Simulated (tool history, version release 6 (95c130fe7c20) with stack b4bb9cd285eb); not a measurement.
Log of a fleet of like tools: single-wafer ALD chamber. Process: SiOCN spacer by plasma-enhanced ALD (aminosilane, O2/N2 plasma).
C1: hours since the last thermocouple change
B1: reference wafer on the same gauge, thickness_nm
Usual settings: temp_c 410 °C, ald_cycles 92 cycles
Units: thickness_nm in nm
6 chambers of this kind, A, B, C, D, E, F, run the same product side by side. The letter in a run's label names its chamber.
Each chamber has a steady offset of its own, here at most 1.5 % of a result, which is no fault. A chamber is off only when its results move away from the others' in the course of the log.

Run 1D, hour 12.4: usual settings; C1 928.3; B1 5.7547. Result: thickness_nm 5.4381 nm.
Run 2F, hour 24.9: usual settings; C1 1576.6; B1 5.7445. Result: thickness_nm 5.2818 nm.
Run 3E, hour 38.5: usual settings; C1 1286.3; B1 5.7544. Result: thickness_nm 5.3373 nm.
Run 4B, hour 54.2: usual settings; C1 85.3; B1 5.7449. Result: thickness_nm 5.3870 nm.
Run 5C, hour 68.7: usual settings; C1 1085.5; B1 5.7563. Result: thickness_nm 5.4053 nm.
Run 6A, hour 80.3: usual settings; C1 1004.1; B1 5.7556. Result: thickness_nm 5.2798 nm.
Run 7E, hour 94.1: usual settings; C1 1341.9; B1 5.7494. Result: thickness_nm 5.4142 nm.
Run 8B, hour 102.7: usual settings; C1 133.8; B1 5.7509. Result: thickness_nm 5.3729 nm.
Run 9A, hour 116.2: usual settings; C1 1040.0; B1 5.7612. Result: thickness_nm 5.3080 nm.
Run 10C, hour 128.0: usual settings; C1 1144.8; B1 5.7442. Result: thickness_nm 5.3754 nm.
Run 11D, hour 142.2: usual settings but temp_c 400 °C, ald_cycles 109 cycles; C1 1058.1; B1 5.7439. Result: thickness_nm 6.6707 nm.
Run 12F, hour 151.8: usual settings but temp_c 400 °C, ald_cycles 109 cycles; C1 1703.5; B1 5.7427. Result: thickness_nm 6.5365 nm.
Run 13F, hour 167.7: usual settings but temp_c 400 °C, ald_cycles 109 cycles; C1 1719.4; B1 5.7443. Result: thickness_nm 6.4762 nm.
Run 14A, hour 181.9: usual settings but temp_c 400 °C, ald_cycles 109 cycles; C1 1105.7; B1 5.7495. Result: thickness_nm 6.4627 nm.
Run 15D, hour 192.2: usual settings but temp_c 400 °C, ald_cycles 109 cycles; C1 1108.1; B1 5.7447. Result: thickness_nm 6.6273 nm.
Run 16B, hour 208.1: usual settings but temp_c 400 °C, ald_cycles 109 cycles; C1 239.2; B1 5.7501. Result: thickness_nm 6.5541 nm.
Run 17C, hour 218.5: usual settings but ald_cycles 74 cycles; C1 1235.3; B1 5.7567. Result: thickness_nm 4.3284 nm.
At hour 226.1: chamber F: thermocouple changed; heater temperature recalibrated.
Run 18E, hour 234.7: usual settings but ald_cycles 74 cycles; C1 1482.5; B1 5.7546. Result: thickness_nm 4.3732 nm.
Run 19C, hour 247.5: usual settings but ald_cycles 74 cycles; C1 1264.3; B1 5.7566. Result: thickness_nm 4.3463 nm.
Run 20B, hour 261.4: usual settings but ald_cycles 74 cycles; C1 292.5; B1 5.7455. Result: thickness_nm 4.3266 nm.
Run 21F, hour 275.0: usual settings but ald_cycles 74 cycles; C1 49.0; B1 5.7475. Result: thickness_nm 4.3146 nm.
Run 22A, hour 287.5: usual settings but ald_cycles 74 cycles; C1 1211.3; B1 5.7405. Result: thickness_nm 4.2359 nm.
Run 23D, hour 303.1: usual settings; C1 1219.0; B1 5.7489. Result: thickness_nm 5.4385 nm.
Run 24E, hour 318.4: usual settings; C1 1566.2; B1 5.7496. Result: thickness_nm 5.4030 nm.
Run 25A, hour 331.9: usual settings; C1 1255.7; B1 5.7479. Result: thickness_nm 5.3339 nm.
Run 26B, hour 343.7: usual settings; C1 374.8; B1 5.7507. Result: thickness_nm 5.3991 nm.
Run 27F, hour 352.1: usual settings; C1 126.1; B1 5.7512. Result: thickness_nm 5.3721 nm.
Run 28E, hour 359.6: usual settings; C1 1607.4; B1 5.7549. Result: thickness_nm 5.3805 nm.
Run 29C, hour 369.0: usual settings but temp_c 424 °C; C1 1385.8; B1 5.7542. Result: thickness_nm 5.1488 nm.
Run 30D, hour 383.7: usual settings but temp_c 424 °C; C1 1299.6; B1 5.7481. Result: thickness_nm 5.2214 nm.
Run 31F, hour 396.5: usual settings but temp_c 424 °C; C1 170.5; B1 5.7475. Result: thickness_nm 5.0890 nm.
At hour 403.0: chamber A: thermocouple changed; heater temperature recalibrated.
Run 32A, hour 412.1: usual settings but temp_c 424 °C; C1 9.1; B1 5.7570. Result: thickness_nm 5.1014 nm.
Run 33D, hour 428.2: usual settings but temp_c 424 °C; C1 1344.1; B1 5.7444. Result: thickness_nm 5.2257 nm.
Run 34B, hour 442.0: usual settings but temp_c 424 °C; C1 473.1; B1 5.7531. Result: thickness_nm 5.1043 nm.
Run 35C, hour 451.1: usual settings; C1 1467.9; B1 5.7465. Result: thickness_nm 5.3408 nm.
Run 36E, hour 460.9: usual settings; C1 1708.7; B1 5.7574. Result: thickness_nm 5.3880 nm.
Run 37A, hour 475.2: usual settings but temp_c 404 °C, ald_cycles 106 cycles; C1 72.2; B1 5.7430. Result: thickness_nm 6.2874 nm.
Run 38C, hour 487.9: usual settings but temp_c 404 °C, ald_cycles 106 cycles; C1 1504.7; B1 5.7540. Result: thickness_nm 6.3667 nm.
Run 39B, hour 502.9: usual settings but temp_c 404 °C, ald_cycles 106 cycles; C1 534.0; B1 5.7525. Result: thickness_nm 6.3415 nm.
Run 40F, hour 518.2: usual settings but temp_c 404 °C, ald_cycles 106 cycles; C1 292.2; B1 5.7569. Result: thickness_nm 6.3258 nm.

Next, every chamber runs the same settings. What will each give?
Run 41A, hour 529.8: usual settings. Result: thickness_nm ?.
Run 41B, hour 529.8: usual settings. Result: thickness_nm ?.
Run 41C, hour 529.8: usual settings. Result: thickness_nm ?.
Run 41D, hour 529.8: usual settings. Result: thickness_nm ?.
Run 41E, hour 529.8: usual settings. Result: thickness_nm ?.
Run 41F, hour 529.8: usual settings. Result: thickness_nm ?.

run  thickness_nm
41A        5.3268
41B        5.3286
41C        5.3974
41D        5.4315
41E        5.3861
41F        5.3854
